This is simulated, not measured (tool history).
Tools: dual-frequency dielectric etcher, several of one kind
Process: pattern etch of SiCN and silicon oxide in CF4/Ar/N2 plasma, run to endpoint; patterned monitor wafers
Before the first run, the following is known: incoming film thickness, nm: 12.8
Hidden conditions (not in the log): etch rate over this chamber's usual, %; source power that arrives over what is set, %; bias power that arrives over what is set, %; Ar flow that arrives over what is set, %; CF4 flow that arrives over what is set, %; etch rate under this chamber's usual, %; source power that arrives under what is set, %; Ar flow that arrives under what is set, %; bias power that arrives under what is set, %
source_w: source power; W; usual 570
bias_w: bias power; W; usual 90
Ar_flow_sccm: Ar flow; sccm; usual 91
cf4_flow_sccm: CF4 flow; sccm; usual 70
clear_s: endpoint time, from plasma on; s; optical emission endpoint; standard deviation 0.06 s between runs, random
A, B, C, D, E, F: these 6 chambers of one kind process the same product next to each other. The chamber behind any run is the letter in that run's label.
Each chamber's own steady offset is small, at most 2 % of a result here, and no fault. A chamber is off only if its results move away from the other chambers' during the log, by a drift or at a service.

run	hour	source_w	bias_w	Ar_flow_sccm	cf4_flow_sccm	hours since the last wet clean	hours since the last source power generator calibration	hours since the last bias power generator calibration	hours since the last Ar flow controller change	hours since the last CF4 flow controller change	clear_s
# hour 4.4: chamber D: CF4 flow controller replaced
1E	6	570	90	91	70	244.8	788.1	1572.1	129.8	221.1	11.115
2A	10.9	570	90	91	70	232.6	882	102.6	928.4	757.9	11.036
3B	15.9	570	90	91	70	506.5	3181.7	1135	3662.8	1578	10.982
4F	22	570	90	91	70	495.1	748.3	2281.4	1463.8	394.6	11.184
5D	28.4	570	90	91	70	554.2	1330.3	686.7	1430.3	24	10.969
6C	35.3	570	90	91	70	334.6	165.4	81.4	1117.8	2691.9	11.011
7F	38.4	570	90	91	70	511.5	764.7	2297.8	1480.2	411	11.158
8E	42.8	570	90	91	70	281.6	824.9	1608.9	166.6	257.9	11.105
# hour 42.9: chamber B: wet clean of the chamber
9B	48.9	470	90	91	58	6.1	3214.7	1168	3695.8	1611	13.461
10D	52.8	470	90	91	58	578.6	1354.7	711.1	1454.7	48.4	13.433
11A	57	470	90	91	58	278.7	928.1	148.7	974.5	804	13.343
12C	60.8	470	90	91	58	360.1	190.9	106.9	1143.3	2717.4	13.403
13B	66.8	470	90	91	58	24	3232.6	1185.9	3713.7	1628.9	13.335
14D	74	470	90	91	58	599.8	1375.9	732.3	1475.9	69.6	13.536
15A	81.1	570	90	91	70	302.8	952.2	172.8	998.6	828.1	10.915
# hour 84.5: chamber D: wet clean of the chamber
16C	86.1	570	90	91	70	385.4	216.2	132.2	1168.6	2742.7	10.982
17E	91.4	570	90	91	70	330.2	873.5	1657.5	215.2	306.5	11.016
18F	98.2	570	90	91	70	571.3	824.5	2357.6	1540	470.8	11.305
19F	103	570	90	91	70	576.1	829.3	2362.4	1544.8	475.6	11.158
20C	109.9	570	90	91	70	409.2	240	156	1192.4	2766.5	10.946
21E	114.8	570	90	91	70	353.6	896.9	1680.9	238.6	329.9	11.047
# hour 116: chamber B: CF4 flow controller replaced
22A	119	570	90	91	70	340.7	990.1	210.7	1036.5	866	10.84
23B	123.6	570	90	91	70	80.8	3289.4	1242.7	3770.5	7.6	11.027
24D	126.8	570	90	91	70	42.4	1428.7	785.1	1528.7	122.4	11.045
25F	130.2	570	90	91	70	603.3	856.5	2389.6	1572	502.8	11.277
26A	134.5	570	90	91	70	356.2	1005.6	226.2	1052	881.5	10.717
27E	139.6	570	97	73	70	378.4	921.7	1705.7	263.4	354.7	10.435
28C	145.1	570	97	73	70	444.4	275.2	191.2	1227.6	2801.7	10.471
29B	152.1	570	97	73	70	109.3	3317.9	1271.2	3799	36.1	10.441
30D	158.6	570	97	73	70	74.2	1460.5	816.9	1560.5	154.2	10.424
# hour 159: chamber F: wet clean of the chamber
# hour 164.1: chamber C: wet clean of the chamber
31C	165.7	570	97	73	70	1.7	295.8	211.8	1248.2	2822.3	10.477
32A	170.6	570	97	73	70	392.3	1041.7	262.3	1088.1	917.6	10.047
33B	175.5	570	90	91	70	132.7	3341.3	1294.6	3822.4	59.5	11.011
34D	178.8	570	90	91	70	94.4	1480.7	837.1	1580.7	174.4	11.01
35F	185.1	570	90	91	70	26.2	911.4	2444.5	1626.9	557.7	11.212
36E	190.6	570	90	91	70	429.4	972.7	1756.7	314.4	405.7	11.034

Does one chamber stand apart from the rest, does the shared gauge drift, or is all well apart from small per-chamber offsets? Give the chamber and the most likely cause, where there is one.

It is chamber A that slowly wanders off from its peers.
Most likely cause: source power that arrives over what is set, % = 4.43.
The log may not separate it from: etch rate over this chamber's usual, %.

Chamber A could run next with any of the 4 candidate recipes listed below; each alters the usual settings, and their results appear as question marks. Which one brings its results back in line with what the other chambers deliver on the usual settings?
In-line tolerance around the mean of the other chambers on the usual settings: clear_s 0.21 s
37A-1	195.8	570	71	99	70						?
37A-2	195.8	540	90	92	69						?
37A-3	195.8	620	93	90	71						?
37A-4	195.8	570	90	76	81						?

Other chambers, usual settings, mean: clear_s 11.081 s
run	clear_s
37A-1	11.691
37A-2	11.208
37A-3	9.7495
37A-4	10.204
37A-2 is the one that brings the chamber's results back in line with the other chambers.
